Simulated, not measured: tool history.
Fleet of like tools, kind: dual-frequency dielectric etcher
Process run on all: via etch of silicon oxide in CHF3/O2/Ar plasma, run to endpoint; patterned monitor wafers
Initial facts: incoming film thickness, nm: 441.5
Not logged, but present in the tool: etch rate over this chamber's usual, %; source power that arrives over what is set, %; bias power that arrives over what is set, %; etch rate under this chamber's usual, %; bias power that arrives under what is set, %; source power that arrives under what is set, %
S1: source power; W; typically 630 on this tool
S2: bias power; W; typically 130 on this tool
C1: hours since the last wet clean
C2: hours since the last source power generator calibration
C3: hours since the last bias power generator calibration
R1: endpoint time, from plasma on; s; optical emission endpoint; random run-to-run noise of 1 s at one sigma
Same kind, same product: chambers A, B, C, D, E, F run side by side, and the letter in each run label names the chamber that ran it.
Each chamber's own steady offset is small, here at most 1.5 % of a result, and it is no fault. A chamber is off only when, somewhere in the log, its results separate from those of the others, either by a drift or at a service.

run 1D hour=6.1 | S1=630 S2=130 | C1=302.2 C2=1711.8 C3=1205 | R1=243.21
run 2F hour=18.7 | S1=630 S2=130 | C1=98.7 C2=3661.4 C3=595.8 | R1=246.27
run 3A hour=27.9 | S1=630 S2=130 | C1=226.9 C2=2073.8 C3=577.7 | R1=243.25
run 4C hour=39.1 | S1=630 S2=130 | C1=92.6 C2=3824 C3=1752.9 | R1=243.41
-- hour=40.2 chamber D: wet clean of the chamber
run 5B hour=47.3 | S1=630 S2=130 | C1=64.7 C2=2469.2 C3=1991.2 | R1=241.38
-- hour=52.7 chamber B: bias power generator calibrated
run 6E hour=53 | S1=630 S2=130 | C1=352.1 C2=204.9 C3=164.2 | R1=245.25
run 7C hour=59.5 | S1=630 S2=130 | C1=113 C2=3844.4 C3=1773.3 | R1=242.75
run 8E hour=67.6 | S1=630 S2=130 | C1=366.7 C2=219.5 C3=178.8 | R1=246.31
run 9A hour=80.2 | S1=630 S2=130 | C1=279.2 C2=2126.1 C3=630 | R1=244.06
run 10D hour=86.4 | S1=480 S2=130 | C1=46.3 C2=1792.1 C3=1285.3 | R1=270.19
run 11B hour=92.6 | S1=480 S2=130 | C1=110 C2=2514.5 C3=40 | R1=271.01
run 12F hour=103.5 | S1=480 S2=130 | C1=183.5 C2=3746.2 C3=680.6 | R1=272.84
run 13A hour=109.2 | S1=480 S2=130 | C1=308.2 C2=2155.1 C3=659 | R1=270.91
-- hour=110 chamber E: wet clean of the chamber
run 14F hour=119.1 | S1=480 S2=130 | C1=199.1 C2=3761.8 C3=696.2 | R1=272.02
run 15C hour=130.7 | S1=480 S2=130 | C1=184.2 C2=3915.6 C3=1844.5 | R1=272.26
run 16D hour=137.5 | S1=630 S2=130 | C1=97.4 C2=1843.2 C3=1336.4 | R1=243.15
run 17B hour=143.8 | S1=730 S2=130 | C1=161.2 C2=2565.7 C3=91.2 | R1=229.04
run 18E hour=154.2 | S1=730 S2=130 | C1=44.2 C2=306.1 C3=265.4 | R1=243.16
run 19A hour=161.5 | S1=730 S2=130 | C1=360.5 C2=2207.4 C3=711.3 | R1=229.5
run 20D hour=168.9 | S1=730 S2=130 | C1=128.8 C2=1874.6 C3=1367.8 | R1=228.58
run 21C hour=177 | S1=730 S2=130 | C1=230.5 C2=3961.9 C3=1890.8 | R1=229.98
run 22B hour=182.9 | S1=730 S2=130 | C1=200.3 C2=2604.8 C3=130.3 | R1=228.57
run 23E hour=191.2 | S1=630 S2=130 | C1=81.2 C2=343.1 C3=302.4 | R1=258.68
run 24F hour=201.6 | S1=630 S2=130 | C1=281.6 C2=3844.3 C3=778.7 | R1=244.59
run 25C hour=209.8 | S1=510 S2=103 | C1=263.3 C2=3994.7 C3=1923.6 | R1=283.41
run 26E hour=222.5 | S1=510 S2=103 | C1=112.5 C2=374.4 C3=333.7 | R1=302.46
run 27B hour=234.6 | S1=510 S2=103 | C1=252 C2=2656.5 C3=182 | R1=283.94
-- hour=239.1 chamber C: source power generator calibrated
run 28A hour=245.6 | S1=510 S2=103 | C1=444.6 C2=2291.5 C3=795.4 | R1=283.65
run 29F hour=254.9 | S1=510 S2=103 | C1=334.9 C2=3897.6 C3=832 | R1=286.15
run 30D hour=262.1 | S1=510 S2=103 | C1=222 C2=1967.8 C3=1461 | R1=282.68
run 31C hour=273.6 | S1=630 S2=130 | C1=327.1 C2=34.6 C3=1987.4 | R1=242.82
run 32E hour=284.5 | S1=630 S2=130 | C1=174.5 C2=436.4 C3=395.7 | R1=260.69
run 33F hour=296.8 | S1=630 S2=130 | C1=376.8 C2=3939.5 C3=873.9 | R1=245.47
-- hour=300.4 chamber A: wet clean of the chamber
run 34A hour=306.2 | S1=630 S2=130 | C1=5.9 C2=2352.1 C3=856 | R1=244.9
run 35B hour=311.7 | S1=750 S2=152 | C1=329.1 C2=2733.6 C3=259.1 | R1=218.38
run 36D hour=321.1 | S1=750 S2=152 | C1=281 C2=2026.8 C3=1520 | R1=216.44
run 37F hour=331.4 | S1=750 S2=152 | C1=411.4 C2=3974.1 C3=908.5 | R1=219.47
run 38A hour=337.3 | S1=750 S2=152 | C1=37 C2=2383.2 C3=887.1 | R1=217.34
run 39E hour=344.3 | S1=750 S2=152 | C1=234.3 C2=496.2 C3=455.5 | R1=229.71
run 40C hour=352.8 | S1=750 S2=152 | C1=406.3 C2=113.8 C3=2066.6 | R1=217.17
run 41D hour=364.1 | S1=630 S2=130 | C1=324 C2=2069.8 C3=1563 | R1=243.52

For the next run the whole fleet of 6 chambers uses the same settings. Give each chamber's results:
run 42A hour=373.2 | S1=630 S2=130 | R1=?
run 42B hour=373.2 | S1=630 S2=130 | R1=?
run 42C hour=373.2 | S1=630 S2=130 | R1=?
run 42D hour=373.2 | S1=630 S2=130 | R1=?
run 42E hour=373.2 | S1=630 S2=130 | R1=?
run 42F hour=373.2 | S1=630 S2=130 | R1=?

run=42A R1=243.57
run=42B R1=242.09
run=42C R1=243.61
run=42D R1=241.86
run=42E R1=261.42
run=42F R1=243.59

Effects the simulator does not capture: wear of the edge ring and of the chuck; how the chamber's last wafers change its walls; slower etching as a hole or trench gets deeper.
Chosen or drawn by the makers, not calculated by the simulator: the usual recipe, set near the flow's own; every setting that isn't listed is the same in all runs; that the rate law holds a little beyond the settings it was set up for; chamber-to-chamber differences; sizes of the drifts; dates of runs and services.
